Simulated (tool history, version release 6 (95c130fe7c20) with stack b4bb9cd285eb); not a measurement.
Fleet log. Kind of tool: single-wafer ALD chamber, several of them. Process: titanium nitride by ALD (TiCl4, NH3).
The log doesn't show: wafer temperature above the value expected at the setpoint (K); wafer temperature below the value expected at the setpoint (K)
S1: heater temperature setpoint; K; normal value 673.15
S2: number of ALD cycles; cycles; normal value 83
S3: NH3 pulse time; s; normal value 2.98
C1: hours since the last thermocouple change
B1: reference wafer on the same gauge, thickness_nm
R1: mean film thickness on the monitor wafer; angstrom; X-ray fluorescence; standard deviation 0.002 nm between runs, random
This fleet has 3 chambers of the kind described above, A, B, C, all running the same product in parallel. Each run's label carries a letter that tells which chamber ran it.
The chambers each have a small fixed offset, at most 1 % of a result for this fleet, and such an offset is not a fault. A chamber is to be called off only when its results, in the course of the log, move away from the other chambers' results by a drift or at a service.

| run | hour | S1 | S2 | S3 | C1 | B1 | R1 |
|---|---|---|---|---|---|---|---|
| 1C | 16.3 | 673.15 | 83 | 2.98 | 590.0 | 1.7002 | 18.623 |
| 2A | 28.5 | 673.15 | 83 | 2.98 | 1558.4 | 1.7006 | 18.497 |
| 3B | 35.8 | 673.15 | 83 | 2.98 | 622.0 | 1.7010 | 18.403 |
| 4A | 50.7 | 673.15 | 83 | 2.98 | 1580.6 | 1.7011 | 18.485 |
| 5C | 62.8 | 673.15 | 83 | 2.98 | 636.5 | 1.7012 | 18.638 |
| 6B | 78.7 | 673.15 | 83 | 2.98 | 664.9 | 1.7010 | 18.449 |
| 7B | 90.4 | 673.15 | 83 | 2.98 | 676.6 | 1.7015 | 18.415 |
| 8A | 102.2 | 673.15 | 91 | 3.43 | 1632.1 | 1.7022 | 20.369 |
| 9C | 110.6 | 673.15 | 91 | 3.43 | 684.3 | 1.7016 | 20.523 |
| 10B | 119.4 | 673.15 | 91 | 3.43 | 705.6 | 1.7024 | 20.333 |
| 11C | 127.8 | 673.15 | 83 | 2.98 | 701.5 | 1.7022 | 18.680 |
| 12A | 137.8 | 673.15 | 83 | 2.98 | 1667.7 | 1.7021 | 18.531 |
| 13B | 149.8 | 673.15 | 83 | 2.98 | 736.0 | 1.7026 | 18.454 |
| 14A | 164.2 | 673.15 | 83 | 2.98 | 1694.1 | 1.7026 | 18.510 |
| 15C | 175.1 | 673.15 | 83 | 2.98 | 748.8 | 1.7033 | 18.677 |
| 16B | 182.7 | 684.15 | 83 | 3.68 | 768.9 | 1.7029 | 18.584 |
| 17C | 195.4 | 684.15 | 83 | 3.68 | 769.1 | 1.7033 | 18.817 |
| 18A | 209.3 | 684.15 | 83 | 3.68 | 1739.2 | 1.7032 | 18.634 |
| 19B | 216.5 | 673.15 | 83 | 2.98 | 802.7 | 1.7036 | 18.454 |
| 20C | 232.6 | 673.15 | 83 | 2.98 | 806.3 | 1.7037 | 18.664 |
| 21A | 248.9 | 673.15 | 83 | 2.98 | 1778.8 | 1.7039 | 18.508 |
| 22C | 264.5 | 673.15 | 83 | 2.98 | 838.2 | 1.7049 | 18.702 |
| 23A | 277.6 | 681.15 | 83 | 2.40 | 1807.5 | 1.7047 | 18.444 |
| 24B | 289.3 | 681.15 | 83 | 2.40 | 875.5 | 1.7051 | 18.340 |
| 25B | 296.9 | 681.15 | 83 | 2.40 | 883.1 | 1.7050 | 18.351 |
| 26A | 306.8 | 688.15 | 83 | 2.98 | 1836.7 | 1.7049 | 18.607 |
| 27C | 319.4 | 688.15 | 83 | 2.98 | 893.1 | 1.7055 | 18.761 |
| 28C | 332.6 | 688.15 | 83 | 2.98 | 906.3 | 1.7056 | 18.766 |
| 29A | 344.9 | 673.15 | 83 | 2.98 | 1874.8 | 1.7059 | 18.556 |
| 30B | 359.8 | 673.15 | 83 | 2.98 | 946.0 | 1.7063 | 18.471 |
| 31B | 367.3 | 673.15 | 83 | 2.98 | 953.5 | 1.7065 | 18.486 |
| 32A | 377.3 | 673.15 | 83 | 2.98 | 1907.2 | 1.7065 | 18.583 |
| 33C | 386.9 | 673.15 | 83 | 2.98 | 960.6 | 1.7064 | 18.715 |
| 34C | 396.4 | 673.15 | 83 | 2.98 | 970.1 | 1.7070 | 18.709 |
|  | 402.4 | chamber A: thermocouple changed; heater temperature recalibrated |
| 35B | 403.8 | 673.15 | 83 | 2.98 | 990.0 | 1.7065 | 18.469 |
| 36A | 411.8 | 673.15 | 83 | 2.98 | 9.5 | 1.7074 | 18.567 |
| 37B | 426.5 | 673.15 | 94 | 1.90 | 1012.7 | 1.7071 | 20.559 |
| 38C | 435.0 | 673.15 | 94 | 1.90 | 1008.7 | 1.7072 | 20.882 |

What goes on in this fleet: one chamber off, a drifting gauge, or nothing beyond the chambers' own small offsets? Name the chamber and the cause, if any.

No chamber is off; the gauge reading every chamber's wafers drifts, which makes the whole fleet appear to move together.
Cause: gauge reads high (%) = 0.452.

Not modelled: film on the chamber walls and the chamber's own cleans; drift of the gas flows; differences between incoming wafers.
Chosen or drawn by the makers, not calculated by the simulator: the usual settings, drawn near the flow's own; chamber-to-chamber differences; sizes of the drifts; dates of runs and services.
